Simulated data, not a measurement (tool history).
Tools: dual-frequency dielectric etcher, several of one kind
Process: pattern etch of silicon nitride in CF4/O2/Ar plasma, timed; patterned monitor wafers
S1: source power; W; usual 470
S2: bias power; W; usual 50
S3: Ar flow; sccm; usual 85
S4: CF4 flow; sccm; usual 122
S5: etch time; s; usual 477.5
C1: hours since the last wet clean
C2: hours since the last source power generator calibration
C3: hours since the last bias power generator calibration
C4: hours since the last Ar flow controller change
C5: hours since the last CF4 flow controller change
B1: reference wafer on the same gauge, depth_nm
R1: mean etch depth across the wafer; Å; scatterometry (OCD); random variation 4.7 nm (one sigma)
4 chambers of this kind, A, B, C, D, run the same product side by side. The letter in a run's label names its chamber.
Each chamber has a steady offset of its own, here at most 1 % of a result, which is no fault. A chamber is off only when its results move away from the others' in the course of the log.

{"hour": 1.7, "done": "chamber B: wet clean of the chamber"}
{"run": "1A", "hour": 6.3, "S1": 470, "S2": 50, "S3": 85, "S4": 122, "S5": 477.5, "C1": 470.5, "C2": 1598.8, "C3": 1963.6, "C4": 2829.2, "C5": 3226.2, "B1": 833.21, "R1": 8957.9}
{"run": "2B", "hour": 12.3, "S1": 470, "S2": 50, "S3": 85, "S4": 122, "S5": 477.5, "C1": 10.6, "C2": 1316.8, "C3": 2513.7, "C4": 2266.4, "C5": 3629, "B1": 832, "R1": 9092.1}
{"run": "3C", "hour": 19.8, "S1": 470, "S2": 50, "S3": 85, "S4": 122, "S5": 477.5, "C1": 161.9, "C2": 1400.9, "C3": 2954.6, "C4": 2164.2, "C5": 310.4, "B1": 831.19, "R1": 8757.9}
{"run": "4D", "hour": 27.7, "S1": 470, "S2": 50, "S3": 85, "S4": 122, "S5": 477.5, "C1": 213.8, "C2": 304.5, "C3": 432.7, "C4": 934.8, "C5": 1845.2, "B1": 832.21, "R1": 8851.9}
{"run": "5A", "hour": 31.9, "S1": 470, "S2": 50, "S3": 99, "S4": 122, "S5": 477.5, "C1": 496.1, "C2": 1624.4, "C3": 1989.2, "C4": 2854.8, "C5": 3251.8, "B1": 832.39, "R1": 8731.2}
{"run": "6D", "hour": 36.5, "S1": 470, "S2": 50, "S3": 99, "S4": 122, "S5": 477.5, "C1": 222.6, "C2": 313.3, "C3": 441.5, "C4": 943.6, "C5": 1854, "B1": 832.53, "R1": 8690.9}
{"run": "7B", "hour": 44.0, "S1": 470, "S2": 50, "S3": 99, "S4": 122, "S5": 477.5, "C1": 42.3, "C2": 1348.5, "C3": 2545.4, "C4": 2298.1, "C5": 3660.7, "B1": 831.13, "R1": 8819.6}
{"run": "8C", "hour": 51.4, "S1": 470, "S2": 50, "S3": 99, "S4": 122, "S5": 477.5, "C1": 193.5, "C2": 1432.5, "C3": 2986.2, "C4": 2195.8, "C5": 342, "B1": 832.64, "R1": 8647.6}
{"run": "9A", "hour": 55.7, "S1": 470, "S2": 50, "S3": 85, "S4": 122, "S5": 477.5, "C1": 519.9, "C2": 1648.2, "C3": 2013, "C4": 2878.6, "C5": 3275.6, "B1": 831.82, "R1": 8890.5}
{"run": "10C", "hour": 60.1, "S1": 470, "S2": 50, "S3": 85, "S4": 122, "S5": 477.5, "C1": 202.2, "C2": 1441.2, "C3": 2994.9, "C4": 2204.5, "C5": 350.7, "B1": 833.02, "R1": 8860.2}
{"run": "11B", "hour": 66.3, "S1": 470, "S2": 50, "S3": 85, "S4": 122, "S5": 477.5, "C1": 64.6, "C2": 1370.8, "C3": 2567.7, "C4": 2320.4, "C5": 3683, "B1": 832.69, "R1": 9020}
{"run": "12D", "hour": 73.3, "S1": 470, "S2": 50, "S3": 85, "S4": 122, "S5": 477.5, "C1": 259.4, "C2": 350.1, "C3": 478.3, "C4": 980.4, "C5": 1890.8, "B1": 831.71, "R1": 8876.2}
{"run": "13C", "hour": 80.7, "S1": 470, "S2": 50, "S3": 85, "S4": 122, "S5": 477.5, "C1": 222.8, "C2": 1461.8, "C3": 3015.5, "C4": 2225.1, "C5": 371.3, "B1": 832.04, "R1": 8896.9}
{"run": "14B", "hour": 86.3, "S1": 470, "S2": 50, "S3": 85, "S4": 122, "S5": 477.5, "C1": 84.6, "C2": 1390.8, "C3": 2587.7, "C4": 2340.4, "C5": 3703, "B1": 832.43, "R1": 8969.9}
{"run": "15A", "hour": 91.9, "S1": 470, "S2": 50, "S3": 85, "S4": 122, "S5": 477.5, "C1": 556.1, "C2": 1684.4, "C3": 2049.2, "C4": 2914.8, "C5": 3311.8, "B1": 832.35, "R1": 8904.2}
{"run": "16D", "hour": 97.5, "S1": 470, "S2": 50, "S3": 85, "S4": 122, "S5": 477.5, "C1": 283.6, "C2": 374.3, "C3": 502.5, "C4": 1004.6, "C5": 1915, "B1": 831.5, "R1": 8908.9}
{"hour": 100.9, "done": "chamber A: wet clean of the chamber"}
{"run": "17B", "hour": 102.5, "S1": 470, "S2": 50, "S3": 85, "S4": 122, "S5": 477.5, "C1": 100.8, "C2": 1407, "C3": 2603.9, "C4": 2356.6, "C5": 3719.2, "B1": 832.44, "R1": 9027.4}
{"run": "18A", "hour": 108.9, "S1": 470, "S2": 50, "S3": 85, "S4": 122, "S5": 477.5, "C1": 8.1, "C2": 1701.4, "C3": 2066.2, "C4": 2931.8, "C5": 3328.8, "B1": 831.8, "R1": 8950.6}
{"run": "19D", "hour": 114.7, "S1": 470, "S2": 50, "S3": 85, "S4": 122, "S5": 477.5, "C1": 300.8, "C2": 391.5, "C3": 519.7, "C4": 1021.8, "C5": 1932.2, "B1": 832.29, "R1": 8880.4}
{"run": "20C", "hour": 122.6, "S1": 470, "S2": 50, "S3": 85, "S4": 122, "S5": 477.5, "C1": 264.7, "C2": 1503.7, "C3": 3057.4, "C4": 2267, "C5": 413.2, "B1": 832.24, "R1": 8878.2}
{"run": "21C", "hour": 126.5, "S1": 470, "S2": 50, "S3": 85, "S4": 122, "S5": 477.5, "C1": 268.6, "C2": 1507.6, "C3": 3061.3, "C4": 2270.9, "C5": 417.1, "B1": 832.94, "R1": 8850.1}
{"run": "22A", "hour": 130.1, "S1": 470, "S2": 50, "S3": 85, "S4": 122, "S5": 477.5, "C1": 29.3, "C2": 1722.6, "C3": 2087.4, "C4": 2953, "C5": 3350, "B1": 832.18, "R1": 8963.6}
{"run": "23B", "hour": 138.3, "S1": 470, "S2": 50, "S3": 85, "S4": 122, "S5": 477.5, "C1": 136.6, "C2": 1442.8, "C3": 2639.7, "C4": 2392.4, "C5": 3755, "B1": 832.16, "R1": 8908.9}
{"run": "24D", "hour": 141.9, "S1": 470, "S2": 50, "S3": 85, "S4": 122, "S5": 477.5, "C1": 328, "C2": 418.7, "C3": 546.9, "C4": 1049, "C5": 1959.4, "B1": 832.42, "R1": 8955.9}
{"run": "25D", "hour": 146.8, "S1": 470, "S2": 50, "S3": 85, "S4": 122, "S5": 477.5, "C1": 332.9, "C2": 423.6, "C3": 551.8, "C4": 1053.9, "C5": 1964.3, "B1": 831.79, "R1": 8913.8}
{"run": "26B", "hour": 150.3, "S1": 470, "S2": 50, "S3": 85, "S4": 122, "S5": 477.5, "C1": 148.6, "C2": 1454.8, "C3": 2651.7, "C4": 2404.4, "C5": 3767, "B1": 832.08, "R1": 9075.2}
{"run": "27A", "hour": 155.5, "S1": 470, "S2": 50, "S3": 85, "S4": 122, "S5": 477.5, "C1": 54.7, "C2": 1748, "C3": 2112.8, "C4": 2978.4, "C5": 3375.4, "B1": 832.33, "R1": 8964.9}
{"run": "28C", "hour": 161.1, "S1": 470, "S2": 50, "S3": 85, "S4": 122, "S5": 477.5, "C1": 303.2, "C2": 1542.2, "C3": 3095.9, "C4": 2305.5, "C5": 451.7, "B1": 831.71, "R1": 8859.7}
{"run": "29B", "hour": 166.6, "S1": 470, "S2": 50, "S3": 85, "S4": 122, "S5": 477.5, "C1": 164.9, "C2": 1471.1, "C3": 2668, "C4": 2420.7, "C5": 3783.3, "B1": 832.25, "R1": 8985.1}
{"run": "30A", "hour": 170.6, "S1": 470, "S2": 43, "S3": 85, "S4": 122, "S5": 354.5, "C1": 69.8, "C2": 1763.1, "C3": 2127.9, "C4": 2993.5, "C5": 3390.5, "B1": 832.29, "R1": 6314.1}
{"run": "31C", "hour": 174.9, "S1": 470, "S2": 43, "S3": 85, "S4": 122, "S5": 354.5, "C1": 317, "C2": 1556, "C3": 3109.7, "C4": 2319.3, "C5": 465.5, "B1": 832.32, "R1": 6214.5}
{"run": "32D", "hour": 178.7, "S1": 470, "S2": 43, "S3": 85, "S4": 122, "S5": 354.5, "C1": 364.8, "C2": 455.5, "C3": 583.7, "C4": 1085.8, "C5": 1996.2, "B1": 831.08, "R1": 6273.3}
{"run": "33C", "hour": 185.6, "S1": 470, "S2": 43, "S3": 85, "S4": 122, "S5": 354.5, "C1": 327.7, "C2": 1566.7, "C3": 3120.4, "C4": 2330, "C5": 476.2, "B1": 832.73, "R1": 6238.1}
{"run": "34B", "hour": 193.2, "S1": 470, "S2": 50, "S3": 85, "S4": 122, "S5": 477.5, "C1": 191.5, "C2": 1497.7, "C3": 2694.6, "C4": 2447.3, "C5": 3809.9, "B1": 832.89, "R1": 9042.9}
{"run": "35A", "hour": 197.4, "S1": 470, "S2": 50, "S3": 85, "S4": 122, "S5": 477.5, "C1": 96.6, "C2": 1789.9, "C3": 2154.7, "C4": 3020.3, "C5": 3417.3, "B1": 831.74, "R1": 8854.6}
{"run": "36D", "hour": 203.5, "S1": 470, "S2": 50, "S3": 85, "S4": 140, "S5": 477.5, "C1": 389.6, "C2": 480.3, "C3": 608.5, "C4": 1110.6, "C5": 2021, "B1": 833.47, "R1": 9017}
{"run": "37C", "hour": 207.9, "S1": 470, "S2": 50, "S3": 85, "S4": 140, "S5": 477.5, "C1": 350, "C2": 1589, "C3": 3142.7, "C4": 2352.3, "C5": 498.5, "B1": 832.48, "R1": 9054.9}
{"run": "38B", "hour": 212.4, "S1": 470, "S2": 50, "S3": 85, "S4": 140, "S5": 477.5, "C1": 210.7, "C2": 1516.9, "C3": 2713.8, "C4": 2466.5, "C5": 3829.1, "B1": 831.42, "R1": 9105.4}
{"hour": 216.5, "done": "chamber B: bias power generator calibrated"}
{"run": "39D", "hour": 216.6, "S1": 470, "S2": 50, "S3": 85, "S4": 140, "S5": 477.5, "C1": 402.7, "C2": 493.4, "C3": 621.6, "C4": 1123.7, "C5": 2034.1, "B1": 831.82, "R1": 8940.2}
{"run": "40A", "hour": 222.5, "S1": 470, "S2": 50, "S3": 85, "S4": 122, "S5": 477.5, "C1": 121.7, "C2": 1815, "C3": 2179.8, "C4": 3045.4, "C5": 3442.4, "B1": 831.67, "R1": 8897.4}
{"run": "41D", "hour": 230.4, "S1": 470, "S2": 50, "S3": 85, "S4": 122, "S5": 477.5, "C1": 416.5, "C2": 507.2, "C3": 635.4, "C4": 1137.5, "C5": 2047.9, "B1": 832.07, "R1": 8970.4}
{"run": "42B", "hour": 235.2, "S1": 470, "S2": 50, "S3": 85, "S4": 122, "S5": 477.5, "C1": 233.5, "C2": 1539.7, "C3": 18.7, "C4": 2489.3, "C5": 3851.9, "B1": 831.78, "R1": 9014.7}
{"run": "43A", "hour": 243.0, "S1": 470, "S2": 50, "S3": 85, "S4": 122, "S5": 477.5, "C1": 142.2, "C2": 1835.5, "C3": 2200.3, "C4": 3065.9, "C5": 3462.9, "B1": 831.8, "R1": 8958.4}

What goes on in this fleet: one chamber off, a drifting gauge, or nothing beyond the chambers' own small offsets? Name the chamber and the cause, if any.

No chamber stands off beyond its own small offset, and the gauge holds steady.
